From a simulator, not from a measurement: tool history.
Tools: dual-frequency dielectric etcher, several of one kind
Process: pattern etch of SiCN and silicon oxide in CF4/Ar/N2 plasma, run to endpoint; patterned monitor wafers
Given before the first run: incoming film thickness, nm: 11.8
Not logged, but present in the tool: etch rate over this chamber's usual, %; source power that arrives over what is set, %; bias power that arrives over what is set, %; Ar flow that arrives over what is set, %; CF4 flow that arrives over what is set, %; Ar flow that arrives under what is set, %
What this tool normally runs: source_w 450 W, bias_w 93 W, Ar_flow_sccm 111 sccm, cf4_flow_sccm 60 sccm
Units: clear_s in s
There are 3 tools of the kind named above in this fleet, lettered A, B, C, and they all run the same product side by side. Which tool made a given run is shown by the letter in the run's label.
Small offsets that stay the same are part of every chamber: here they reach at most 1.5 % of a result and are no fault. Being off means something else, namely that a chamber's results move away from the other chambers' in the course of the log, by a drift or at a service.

run   hour  source_w  bias_w  Ar_flow_sccm  cf4_flow_sccm  hours since the last wet clean  hours since the last source power generator calibration  hours since the last bias power generator calibration  hours since the last Ar flow controller change  hours since the last CF4 flow controller change  clear_s
 1C    3.3       450      93           111             60                            25.1                                                   3173.3                                                 1990.0                                          1381.7                                           2172.8   12.949
 2B    6.4       450      93           111             60                           202.5                                                   1842.8                                                  691.0                                          4668.9                                            805.2   12.887
       9.1  -- chamber A: wet clean of the chamber
 3A   12.0       450      93           111             60                             3.0                                                    119.4                                                 2615.0                                           737.4                                           3322.1   13.024
 4B   16.1       450      93           111             60                           212.2                                                   1852.5                                                  700.7                                          4678.6                                            814.9   12.870
 5C   21.1       450      93            98             71                            42.9                                                   3191.1                                                 2007.8                                          1399.5                                           2190.6   12.482
 6A   26.6       450      93            98             71                            17.6                                                    134.0                                                 2629.6                                           752.0                                           3336.7   12.628
 7A   30.1       450      93            98             71                            21.1                                                    137.5                                                 2633.1                                           755.5                                           3340.2   12.565
 8B   36.6       450      93           111             60                           232.7                                                   1873.0                                                  721.2                                          4699.1                                            835.4   12.857
 9C   41.8       450      93           111             60                            63.6                                                   3211.8                                                 2028.5                                          1420.2                                           2211.3   12.926
10C   47.1       450      93           111             60                            68.9                                                   3217.1                                                 2033.8                                          1425.5                                           2216.6   12.938
11A   54.0       450      93           111             60                            45.0                                                    161.4                                                 2657.0                                           779.4                                           3364.1   13.031
12B   57.2       450      93           111             60                           253.3                                                   1893.6                                                  741.8                                          4719.7                                            856.0   12.908
13A   60.5       450      93           111             60                            51.5                                                    167.9                                                 2663.5                                           785.9                                           3370.6   13.011
14C   65.8       450      93           111             60                            87.6                                                   3235.8                                                 2052.5                                          1444.2                                           2235.3   12.893
15B   69.4       450      93           111             60                           265.5                                                   1905.8                                                  754.0                                          4731.9                                            868.2   12.845
16C   75.3       450      93           111             60                            97.1                                                   3245.3                                                 2062.0                                          1453.7                                           2244.8   12.913
17B   78.5       450      93           111             60                           274.6                                                   1914.9                                                  763.1                                          4741.0                                            877.3   12.860
      78.8  -- chamber B: source power generator calibrated
18A   83.8       450      93           111             60                            74.8                                                    191.2                                                 2686.8                                           809.2                                           3393.9   13.023
19B   87.7       450      93           111             60                           283.8                                                      8.9                                                  772.3                                          4750.2                                            886.5   12.509
20C   94.4       450      93           111             60                           116.2                                                   3264.4                                                 2081.1                                          1472.8                                           2263.9   12.902
21A   98.2       450      93           111             60                            89.2                                                    205.6                                                 2701.2                                           823.6                                           3408.3   13.043
22C  103.7       450      93           111             60                           125.5                                                   3273.7                                                 2090.4                                          1482.1                                           2273.2   12.902
23A  106.9       450      93           111             60                            97.9                                                    214.3                                                 2709.9                                           832.3                                           3417.0   12.993
24B  111.6       450      93           111             60                           307.7                                                     32.8                                                  796.2                                          4774.1                                            910.4   12.421
25A  116.9       450      93           137             55                           107.9                                                    224.3                                                 2719.9                                           842.3                                           3427.0   13.650
26B  120.3       450      93           137             55                           316.4                                                     41.5                                                  804.9                                          4782.8                                            919.1   13.014
27C  127.4       450      93           137             55                           149.2                                                   3297.4                                                 2114.1                                          1505.8                                           2296.9   13.492
28A  133.7       450      93           111             60                           124.7                                                    241.1                                                 2736.7                                           859.1                                           3443.8   13.109
29C  137.1       450      93           111             60                           158.9                                                   3307.1                                                 2123.8                                          1515.5                                           2306.6   12.973
30B  143.0       450      93           111             60                           339.1                                                     64.2                                                  827.6                                          4805.5                                            941.8   12.389
31A  147.4       450      93           111             60                           138.4                                                    254.8                                                 2750.4                                           872.8                                           3457.5   13.044
32C  151.8       450      93           111             60                           173.6                                                   3321.8                                                 2138.5                                          1530.2                                           2321.3   12.959
33B  158.3       450      93           111             60                           354.4                                                     79.5                                                  842.9                                          4820.8                                            957.1   12.409
34B  164.3       450      93            85             47                           360.4                                                     85.5                                                  848.9                                          4826.8                                            963.1   12.379
35A  168.5       450      93            85             47                           159.5                                                    275.9                                                 2771.5                                           893.9                                           3478.6   13.090
36C  173.5       450      93            85             47                           195.3                                                   3343.5                                                 2160.2                                          1551.9                                           2343.0   12.821
37B  177.9       450      93            93             53                           374.0                                                     99.1                                                  862.5                                          4840.4                                            976.7   12.332
38C  183.5       450      93            93             53                           205.3                                                   3353.5                                                 2170.2                                          1561.9                                           2353.0   12.778
39A  190.5       450      93            93             53                           181.5                                                    297.9                                                 2793.5                                           915.9                                           3500.6   12.916
40A  196.2       450      93           111             60                           187.2                                                    303.6                                                 2799.2                                           921.6                                           3506.3   12.974

What goes on in this fleet: one chamber off, a drifting gauge, or nothing beyond the chambers' own small offsets? Name the chamber and the cause, if any.

A service on chamber B put it out of line with the rest.
Likeliest cause: source power that arrives over what is set, % = 4.1.

Which of the 4 candidates below, each the usual settings with something changed and its results left as question marks, puts chamber B back in line with what the other chambers give on the usual settings?
In line here means within this much of the mean the other chambers give on the usual settings: clear_s 0.140 s
41B-1  201.2       450      93            82             75                                                                                                                                                                                                                                                         ?
41B-2  201.2       470      95           110             60                                                                                                                                                                                                                                                         ?
41B-3  201.2       450      85           115             58                                                                                                                                                                                                                                                         ?
41B-4  201.2       450      76           111             60                                                                                                                                                                                                                                                         ?

Usual-settings mean across the other chambers: clear_s 12.986 s
  run  clear_s
41B-1   11.539
41B-2   11.824
41B-3   12.955
41B-4   13.353
41B-3 puts the chamber back in line with the other chambers.
